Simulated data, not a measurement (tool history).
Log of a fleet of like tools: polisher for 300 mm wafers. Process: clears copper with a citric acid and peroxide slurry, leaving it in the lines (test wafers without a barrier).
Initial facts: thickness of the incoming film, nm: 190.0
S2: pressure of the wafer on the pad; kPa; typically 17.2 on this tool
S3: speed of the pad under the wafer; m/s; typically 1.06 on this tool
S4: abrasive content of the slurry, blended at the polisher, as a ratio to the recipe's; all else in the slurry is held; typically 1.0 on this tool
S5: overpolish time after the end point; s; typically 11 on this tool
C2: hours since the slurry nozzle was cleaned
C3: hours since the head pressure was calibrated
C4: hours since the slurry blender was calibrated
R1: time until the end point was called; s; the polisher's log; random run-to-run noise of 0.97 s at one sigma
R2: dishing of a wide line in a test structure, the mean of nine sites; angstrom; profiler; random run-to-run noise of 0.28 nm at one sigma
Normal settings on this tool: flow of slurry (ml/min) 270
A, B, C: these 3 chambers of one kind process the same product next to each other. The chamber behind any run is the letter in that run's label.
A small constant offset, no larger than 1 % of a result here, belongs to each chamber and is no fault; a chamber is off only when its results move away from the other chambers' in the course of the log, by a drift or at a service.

{"run": "1C", "hour": 5.8, "flow of slurry (ml/min)": 270, "S2": 17.2, "S3": 1.06, "S4": 1.0, "S5": 11, "wafers polished on this pad": 513, "C2": 612.5, "C3": 176.4, "C4": 155.7, "R1": 104.1, "R2": 154.05}
{"run": "2B", "hour": 10.1, "flow of slurry (ml/min)": 270, "S2": 17.2, "S3": 1.06, "S4": 1.0, "S5": 11, "wafers polished on this pad": 1165, "C2": 279.1, "C3": 173.4, "C4": 200.7, "R1": 102.62, "R2": 152.0}
{"run": "3A", "hour": 15.1, "flow of slurry (ml/min)": 270, "S2": 17.2, "S3": 1.06, "S4": 1.0, "S5": 11, "wafers polished on this pad": 983, "C2": 740.5, "C3": 62.8, "C4": 182.6, "R1": 103.2, "R2": 153.86}
{"run": "4B", "hour": 18.4, "flow of slurry (ml/min)": 270, "S2": 17.2, "S3": 1.06, "S4": 1.0, "S5": 11, "wafers polished on this pad": 1226, "C2": 287.4, "C3": 181.7, "C4": 209.0, "R1": 101.59, "R2": 146.44}
{"run": "5A", "hour": 24.8, "flow of slurry (ml/min)": 270, "S2": 17.2, "S3": 1.06, "S4": 1.0, "S5": 11, "wafers polished on this pad": 1054, "C2": 750.2, "C3": 72.5, "C4": 192.3, "R1": 104.83, "R2": 150.31}
{"run": "6C", "hour": 28.0, "flow of slurry (ml/min)": 270, "S2": 17.2, "S3": 1.06, "S4": 1.0, "S5": 11, "wafers polished on this pad": 675, "C2": 634.7, "C3": 198.6, "C4": 177.9, "R1": 103.91, "R2": 151.01}
{"run": "7A", "hour": 32.7, "flow of slurry (ml/min)": 270, "S2": 17.2, "S3": 1.06, "S4": 1.0, "S5": 11, "wafers polished on this pad": 1111, "C2": 758.1, "C3": 80.4, "C4": 200.2, "R1": 106.78, "R2": 151.38}
{"run": "8C", "hour": 37.4, "flow of slurry (ml/min)": 270, "S2": 17.2, "S3": 1.06, "S4": 1.0, "S5": 11, "wafers polished on this pad": 744, "C2": 644.1, "C3": 208.0, "C4": 187.3, "R1": 102.95, "R2": 150.21}
{"hour": 38.3, "done": "chamber A: worn pad replaced by a new one"}
{"run": "9B", "hour": 40.8, "flow of slurry (ml/min)": 270, "S2": 17.2, "S3": 1.06, "S4": 1.0, "S5": 11, "wafers polished on this pad": 1389, "C2": 309.8, "C3": 204.1, "C4": 231.4, "R1": 100.42, "R2": 146.23}
{"run": "10A", "hour": 46.3, "flow of slurry (ml/min)": 270, "S2": 17.2, "S3": 1.06, "S4": 1.0, "S5": 11, "wafers polished on this pad": 59, "C2": 771.7, "C3": 94.0, "C4": 213.8, "R1": 103.63, "R2": 151.36}
{"run": "11C", "hour": 52.1, "flow of slurry (ml/min)": 270, "S2": 17.2, "S3": 1.06, "S4": 1.0, "S5": 11, "wafers polished on this pad": 851, "C2": 658.8, "C3": 222.7, "C4": 202.0, "R1": 104.3, "R2": 147.15}
{"run": "12B", "hour": 57.9, "flow of slurry (ml/min)": 270, "S2": 12.4, "S3": 0.8, "S4": 1.0, "S5": 11, "wafers polished on this pad": 1514, "C2": 326.9, "C3": 221.2, "C4": 248.5, "R1": 183.02, "R2": 84.373}
{"hour": 60.4, "done": "chamber C: slurry nozzle cleaned"}
{"hour": 60.6, "done": "chamber B: worn pad replaced by a new one"}
{"run": "13C", "hour": 61.5, "flow of slurry (ml/min)": 270, "S2": 12.4, "S3": 0.8, "S4": 1.0, "S5": 11, "wafers polished on this pad": 920, "C2": 1.2, "C3": 232.1, "C4": 211.4, "R1": 182.61, "R2": 87.057}
{"run": "14A", "hour": 66.7, "flow of slurry (ml/min)": 270, "S2": 12.4, "S3": 0.8, "S4": 1.0, "S5": 11, "wafers polished on this pad": 208, "C2": 792.1, "C3": 114.4, "C4": 234.2, "R1": 185.56, "R2": 86.767}
{"hour": 68.3, "done": "chamber C: worn pad replaced by a new one"}
{"run": "15B", "hour": 70.2, "flow of slurry (ml/min)": 270, "S2": 17.2, "S3": 1.06, "S4": 1.0, "S5": 11, "wafers polished on this pad": 70, "C2": 339.2, "C3": 233.5, "C4": 260.8, "R1": 103.68, "R2": 149.49}
{"hour": 72.5, "done": "chamber A: slurry blender recalibrated"}
{"run": "16A", "hour": 73.1, "flow of slurry (ml/min)": 270, "S2": 17.2, "S3": 1.06, "S4": 1.0, "S5": 11, "wafers polished on this pad": 254, "C2": 798.5, "C3": 120.8, "C4": 0.6, "R1": 104.41, "R2": 153.56}
{"hour": 77.1, "done": "chamber A: slurry nozzle cleaned"}
{"run": "17C", "hour": 77.7, "flow of slurry (ml/min)": 270, "S2": 14.5, "S3": 1.06, "S4": 1.0, "S5": 11, "wafers polished on this pad": 69, "C2": 17.4, "C3": 248.3, "C4": 227.6, "R1": 122.26, "R2": 132.8}
{"run": "18B", "hour": 82.8, "flow of slurry (ml/min)": 270, "S2": 14.5, "S3": 1.06, "S4": 1.0, "S5": 11, "wafers polished on this pad": 162, "C2": 351.8, "C3": 246.1, "C4": 273.4, "R1": 120.96, "R2": 128.29}
{"run": "19B", "hour": 87.1, "flow of slurry (ml/min)": 270, "S2": 14.5, "S3": 1.06, "S4": 1.0, "S5": 11, "wafers polished on this pad": 193, "C2": 356.1, "C3": 250.4, "C4": 277.7, "R1": 122.08, "R2": 130.56}
{"run": "20C", "hour": 90.4, "flow of slurry (ml/min)": 270, "S2": 17.2, "S3": 1.06, "S4": 1.0, "S5": 11, "wafers polished on this pad": 161, "C2": 30.1, "C3": 261.0, "C4": 240.3, "R1": 103.05, "R2": 146.81}
{"run": "21A", "hour": 95.5, "flow of slurry (ml/min)": 270, "S2": 17.2, "S3": 1.06, "S4": 1.0, "S5": 11, "wafers polished on this pad": 418, "C2": 18.5, "C3": 143.2, "C4": 23.0, "R1": 105.16, "R2": 150.14}
{"run": "22A", "hour": 100.4, "flow of slurry (ml/min)": 270, "S2": 17.2, "S3": 1.06, "S4": 1.0, "S5": 11, "wafers polished on this pad": 454, "C2": 23.4, "C3": 148.1, "C4": 27.9, "R1": 104.56, "R2": 146.79}
{"run": "23C", "hour": 104.4, "flow of slurry (ml/min)": 270, "S2": 17.2, "S3": 1.06, "S4": 1.0, "S5": 11, "wafers polished on this pad": 264, "C2": 44.1, "C3": 275.0, "C4": 254.3, "R1": 103.45, "R2": 154.8}
{"run": "24B", "hour": 108.8, "flow of slurry (ml/min)": 270, "S2": 17.2, "S3": 1.06, "S4": 1.0, "S5": 11, "wafers polished on this pad": 352, "C2": 377.8, "C3": 272.1, "C4": 299.4, "R1": 101.41, "R2": 153.36}
{"run": "25B", "hour": 113.9, "flow of slurry (ml/min)": 270, "S2": 17.2, "S3": 1.06, "S4": 1.0, "S5": 11, "wafers polished on this pad": 389, "C2": 382.9, "C3": 277.2, "C4": 304.5, "R1": 103.88, "R2": 151.29}
{"run": "26A", "hour": 119.6, "flow of slurry (ml/min)": 270, "S2": 17.2, "S3": 1.06, "S4": 1.0, "S5": 11, "wafers polished on this pad": 594, "C2": 42.6, "C3": 167.3, "C4": 47.1, "R1": 103.86, "R2": 158.81}
{"hour": 123.6, "done": "chamber B: slurry blender recalibrated"}
{"run": "27C", "hour": 125.1, "flow of slurry (ml/min)": 270, "S2": 17.2, "S3": 1.06, "S4": 1.0, "S5": 11, "wafers polished on this pad": 415, "C2": 64.8, "C3": 295.7, "C4": 275.0, "R1": 102.82, "R2": 153.06}
{"run": "28A", "hour": 129.9, "flow of slurry (ml/min)": 270, "S2": 17.2, "S3": 1.06, "S4": 1.0, "S5": 11, "wafers polished on this pad": 669, "C2": 52.9, "C3": 177.6, "C4": 57.4, "R1": 105.88, "R2": 150.37}
{"run": "29C", "hour": 135.0, "flow of slurry (ml/min)": 270, "S2": 17.2, "S3": 1.06, "S4": 1.0, "S5": 11, "wafers polished on this pad": 487, "C2": 74.7, "C3": 305.6, "C4": 284.9, "R1": 102.77, "R2": 155.56}
{"run": "30B", "hour": 140.0, "flow of slurry (ml/min)": 270, "S2": 17.2, "S3": 1.06, "S4": 1.0, "S5": 11, "wafers polished on this pad": 580, "C2": 409.0, "C3": 303.3, "C4": 16.5, "R1": 103.01, "R2": 149.2}
{"run": "31C", "hour": 146.0, "flow of slurry (ml/min)": 270, "S2": 11.7, "S3": 1.06, "S4": 1.0, "S5": 11, "wafers polished on this pad": 568, "C2": 85.7, "C3": 316.6, "C4": 295.9, "R1": 147.57, "R2": 103.87}
{"run": "32B", "hour": 151.1, "flow of slurry (ml/min)": 270, "S2": 11.7, "S3": 1.06, "S4": 1.0, "S5": 11, "wafers polished on this pad": 661, "C2": 420.1, "C3": 314.4, "C4": 27.6, "R1": 148.07, "R2": 107.49}
{"hour": 153.0, "done": "chamber C: slurry blender recalibrated"}
{"run": "33A", "hour": 154.1, "flow of slurry (ml/min)": 270, "S2": 11.7, "S3": 1.06, "S4": 1.0, "S5": 11, "wafers polished on this pad": 846, "C2": 77.1, "C3": 201.8, "C4": 81.6, "R1": 153.26, "R2": 106.85}
{"run": "34B", "hour": 157.4, "flow of slurry (ml/min)": 270, "S2": 17.2, "S3": 1.06, "S4": 1.0, "S5": 11, "wafers polished on this pad": 707, "C2": 426.4, "C3": 320.7, "C4": 33.9, "R1": 102.75, "R2": 154.57}
{"hour": 157.8, "done": "chamber B: head pressure recalibrated"}
{"run": "35C", "hour": 160.8, "flow of slurry (ml/min)": 270, "S2": 17.2, "S3": 1.06, "S4": 1.0, "S5": 11, "wafers polished on this pad": 676, "C2": 100.5, "C3": 331.4, "C4": 7.9, "R1": 103.01, "R2": 148.41}
{"run": "36A", "hour": 166.1, "flow of slurry (ml/min)": 270, "S2": 17.2, "S3": 1.06, "S4": 1.0, "S5": 11, "wafers polished on this pad": 934, "C2": 89.1, "C3": 213.8, "C4": 93.6, "R1": 104.48, "R2": 155.5}
{"run": "37B", "hour": 170.6, "flow of slurry (ml/min)": 270, "S2": 17.2, "S3": 1.06, "S4": 1.0, "S5": 11, "wafers polished on this pad": 804, "C2": 439.6, "C3": 12.8, "C4": 47.1, "R1": 103.95, "R2": 151.11}
{"run": "38C", "hour": 173.7, "flow of slurry (ml/min)": 270, "S2": 17.2, "S3": 1.06, "S4": 1.2, "S5": 9, "wafers polished on this pad": 770, "C2": 113.4, "C3": 344.3, "C4": 20.8, "R1": 100.03, "R2": 131.22}
{"hour": 177.8, "done": "chamber A: worn pad replaced by a new one"}
{"run": "39A", "hour": 177.9, "flow of slurry (ml/min)": 270, "S2": 17.2, "S3": 1.06, "S4": 1.2, "S5": 9, "wafers polished on this pad": 0, "C2": 100.9, "C3": 225.6, "C4": 105.4, "R1": 100.26, "R2": 128.0}
{"run": "40A", "hour": 182.4, "flow of slurry (ml/min)": 270, "S2": 17.2, "S3": 1.06, "S4": 1.2, "S5": 9, "wafers polished on this pad": 33, "C2": 105.4, "C3": 230.1, "C4": 109.9, "R1": 99.948, "R2": 131.12}
{"run": "41C", "hour": 188.0, "flow of slurry (ml/min)": 270, "S2": 17.2, "S3": 1.06, "S4": 1.0, "S5": 11, "wafers polished on this pad": 874, "C2": 127.7, "C3": 358.6, "C4": 35.1, "R1": 103.61, "R2": 151.33}
{"run": "42B", "hour": 193.9, "flow of slurry (ml/min)": 270, "S2": 17.2, "S3": 1.06, "S4": 1.0, "S5": 11, "wafers polished on this pad": 974, "C2": 462.9, "C3": 36.1, "C4": 70.4, "R1": 103.43, "R2": 151.51}
{"run": "43B", "hour": 199.6, "flow of slurry (ml/min)": 270, "S2": 17.2, "S3": 1.3, "S4": 1.0, "S5": 7, "wafers polished on this pad": 1015, "C2": 468.6, "C3": 41.8, "C4": 76.1, "R1": 83.42, "R2": 120.4}

Next, all 3 chambers run the settings below, one line each with question marks for the results. What does each chamber give?
{"run": "44A", "hour": 204.2, "flow of slurry (ml/min)": 270, "S2": 17.2, "S3": 1.06, "S4": 1.0, "S5": 15, "R1": "?", "R2": "?"}
{"run": "44B", "hour": 204.2, "flow of slurry (ml/min)": 270, "S2": 17.2, "S3": 1.06, "S4": 1.0, "S5": 15, "R1": "?", "R2": "?"}
{"run": "44C", "hour": 204.2, "flow of slurry (ml/min)": 270, "S2": 17.2, "S3": 1.06, "S4": 1.0, "S5": 15, "R1": "?", "R2": "?"}

run=44A R1=103.690 R2=198.780
run=44B R1=103.700 R2=199.450
run=44C R1=103.040 R2=202.960
